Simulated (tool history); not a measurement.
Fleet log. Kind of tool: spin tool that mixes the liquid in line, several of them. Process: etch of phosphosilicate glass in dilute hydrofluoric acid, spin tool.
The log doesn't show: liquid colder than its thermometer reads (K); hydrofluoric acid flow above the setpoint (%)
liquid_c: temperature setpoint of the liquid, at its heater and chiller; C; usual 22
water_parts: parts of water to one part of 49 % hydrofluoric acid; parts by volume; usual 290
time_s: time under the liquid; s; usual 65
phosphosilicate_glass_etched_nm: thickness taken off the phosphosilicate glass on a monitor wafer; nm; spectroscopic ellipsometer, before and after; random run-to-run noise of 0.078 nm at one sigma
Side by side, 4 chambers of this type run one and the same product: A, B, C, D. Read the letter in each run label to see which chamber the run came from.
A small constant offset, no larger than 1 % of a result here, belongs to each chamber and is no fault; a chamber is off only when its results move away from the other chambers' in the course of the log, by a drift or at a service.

run,day,liquid_c,water_parts,time_s,hours since the thermometer was replaced,hours since the hydrofluoric acid flow meter was replaced,"read-back film thickness of the phosphosilicate glass reference wafer, read on the same gauge (nm)",phosphosilicate_glass_etched_nm
1A,0.175,22,290,65,376,385.7,79.985,24.887
2C,0.467,22,290,65,576.5,408.5,79.97,24.648
3D,0.746,22,290,65,419.6,566.8,80.012,24.791
# day 0.975: chamber B: hydrofluoric acid flow meter replaced
4B,1.012,22,290,65,275.4,0.9,80.021,24.587
5B,1.167,17.5,360,65,279.1,4.6,80.023,15.907
6A,1.433,17.5,360,65,406.2,415.9,79.992,16.02
7D,1.725,17.5,360,65,443.1,590.3,79.985,15.937
8C,1.912,17.5,360,65,611.2,443.2,80.017,15.905
9C,2.192,22,290,65,617.9,449.9,80.014,24.673
10D,2.362,18,290,65,458.4,605.6,79.985,21.37
11A,2.633,18,290,65,435,444.7,80.015,21.427
12B,2.821,18,290,65,318.8,44.3,79.982,21.235
13A,3.012,18,290,65,444.1,453.8,80.001,21.298
14D,3.238,22,290,65,479.4,626.6,79.993,24.727
15B,3.408,22,290,65,332.9,58.4,79.987,24.553
16C,3.538,22,290,65,650.2,482.2,79.995,24.651
17B,3.762,22,290,65,341.4,66.9,79.996,24.539
18C,3.917,24,290,90,659.3,491.3,80,36.731
19D,4.146,24,290,90,501.2,648.4,80.023,36.876
20A,4.429,24,290,90,478.1,487.8,79.979,36.339
21C,4.712,24,290,90,678.4,510.4,79.997,36.743
22D,4.883,22,290,65,518.9,666.1,80.021,24.814
23B,5.075,22,290,65,372.9,98.4,80.003,24.586
24A,5.304,22,290,65,499.1,508.8,79.956,24.258
25A,5.517,22,340,65,504.2,513.9,79.985,19.771
26B,5.771,22,340,65,389.6,115.1,79.996,19.986
27D,5.921,22,340,65,543.8,691,80.002,20.196

Next, every chamber runs the same settings. What will each give?
28A,6.133,22,290,30,,,,?
28B,6.133,22,290,30,,,,?
28C,6.133,22,290,30,,,,?
28D,6.133,22,290,30,,,,?

run,phosphosilicate_glass_etched_nm
28A,11.13
28B,11.376
28C,11.459
28D,11.462
